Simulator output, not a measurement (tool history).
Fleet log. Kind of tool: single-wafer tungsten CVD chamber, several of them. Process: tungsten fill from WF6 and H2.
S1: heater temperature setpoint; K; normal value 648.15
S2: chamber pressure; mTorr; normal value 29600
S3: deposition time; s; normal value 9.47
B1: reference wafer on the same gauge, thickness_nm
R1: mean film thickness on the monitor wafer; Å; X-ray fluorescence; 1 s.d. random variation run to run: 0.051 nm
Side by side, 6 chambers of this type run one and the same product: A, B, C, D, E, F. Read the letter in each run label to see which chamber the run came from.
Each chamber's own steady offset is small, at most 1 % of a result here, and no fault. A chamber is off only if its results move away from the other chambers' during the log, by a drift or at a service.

Run 1B, hour 9.6: usual settings; B1 18.899. Result: R1 167.85 Å.
Run 2D, hour 19.1: usual settings; B1 18.893. Result: R1 168.75 Å.
Run 3E, hour 26.1: usual settings; B1 18.899. Result: R1 166.22 Å.
Run 4F, hour 38.5: usual settings; B1 18.898. Result: R1 166.33 Å.
Run 5A, hour 50.6: usual settings; B1 18.911. Result: R1 167.84 Å.
Run 6C, hour 60.0: usual settings; B1 18.896. Result: R1 168.32 Å.
Run 7B, hour 67.7: usual settings but S3 8.68 s; B1 18.905. Result: R1 153.49 Å.
At hour 69.6: chamber B: capacitance manometer re-zeroed and calibrated.
Run 8C, hour 75.9: usual settings but S3 8.68 s; B1 18.899. Result: R1 154.40 Å.
Run 9A, hour 86.8: usual settings but S3 8.68 s; B1 18.888. Result: R1 153.11 Å.
Run 10E, hour 98.1: usual settings but S3 8.68 s; B1 18.891. Result: R1 152.35 Å.
Run 11F, hour 106.6: usual settings but S3 8.68 s; B1 18.913. Result: R1 152.28 Å.
Run 12D, hour 116.3: usual settings but S3 8.68 s; B1 18.896. Result: R1 154.46 Å.
Run 13A, hour 123.4: usual settings; B1 18.918. Result: R1 166.88 Å.
Run 14B, hour 135.5: usual settings; B1 18.894. Result: R1 166.99 Å.
Run 15C, hour 147.4: usual settings; B1 18.878. Result: R1 169.29 Å.
Run 16F, hour 158.6: usual settings but S2 27100 mTorr, S3 10.33 s; B1 18.897. Result: R1 173.67 Å.
Run 17D, hour 167.4: usual settings but S2 27100 mTorr, S3 10.33 s; B1 18.897. Result: R1 176.52 Å.
Run 18E, hour 172.8: usual settings but S2 27100 mTorr, S3 10.33 s; B1 18.887. Result: R1 174.40 Å.
At hour 175.7: chamber A: thermocouple changed; heater temperature recalibrated.
Run 19F, hour 185.0: usual settings but S2 27100 mTorr, S3 10.33 s; B1 18.905. Result: R1 174.12 Å.
Run 20A, hour 194.8: usual settings but S2 27100 mTorr, S3 10.33 s; B1 18.900. Result: R1 179.50 Å.
Run 21B, hour 201.1: usual settings but S2 27100 mTorr, S3 10.33 s; B1 18.902. Result: R1 174.67 Å.
Run 22D, hour 211.0: usual settings; B1 18.903. Result: R1 168.27 Å.
Run 23E, hour 217.5: usual settings; B1 18.910. Result: R1 166.11 Å.
Run 24C, hour 229.1: usual settings; B1 18.898. Result: R1 168.41 Å.
Run 25A, hour 234.5: usual settings; B1 18.905. Result: R1 171.56 Å.
Run 26C, hour 241.4: usual settings; B1 18.886. Result: R1 168.50 Å.
Run 27E, hour 253.5: usual settings; B1 18.902. Result: R1 167.08 Å.
Run 28D, hour 265.0: usual settings; B1 18.895. Result: R1 167.35 Å.
Run 29F, hour 275.5: usual settings; B1 18.904. Result: R1 167.20 Å.
Run 30B, hour 286.6: usual settings; B1 18.905. Result: R1 166.41 Å.
Run 31D, hour 298.8: usual settings but S1 656.15 K, S3 10.67 s; B1 18.906. Result: R1 221.95 Å.
Run 32E, hour 307.7: usual settings but S1 656.15 K, S3 10.67 s; B1 18.907. Result: R1 220.71 Å.
Run 33F, hour 316.8: usual settings but S1 656.15 K, S3 10.67 s; B1 18.893. Result: R1 222.42 Å.
Run 34A, hour 326.2: usual settings but S1 656.15 K, S3 10.67 s; B1 18.898. Result: R1 228.06 Å.
Run 35C, hour 334.7: usual settings but S1 656.15 K, S3 10.67 s; B1 18.894. Result: R1 225.09 Å.
Run 36B, hour 345.2: usual settings but S1 656.15 K, S3 10.67 s; B1 18.883. Result: R1 221.14 Å.

For the next run the whole fleet of 6 chambers uses the same settings. Give each chamber's results:
Run 37A, hour 354.2: usual settings. Result: R1 ?.
Run 37B, hour 354.2: usual settings. Result: R1 ?.
Run 37C, hour 354.2: usual settings. Result: R1 ?.
Run 37D, hour 354.2: usual settings. Result: R1 ?.
Run 37E, hour 354.2: usual settings. Result: R1 ?.
Run 37F, hour 354.2: usual settings. Result: R1 ?.

run      R1
37A  171.49
37B  167.50
37C  168.01
37D  168.84
37E  166.27
37F  166.16

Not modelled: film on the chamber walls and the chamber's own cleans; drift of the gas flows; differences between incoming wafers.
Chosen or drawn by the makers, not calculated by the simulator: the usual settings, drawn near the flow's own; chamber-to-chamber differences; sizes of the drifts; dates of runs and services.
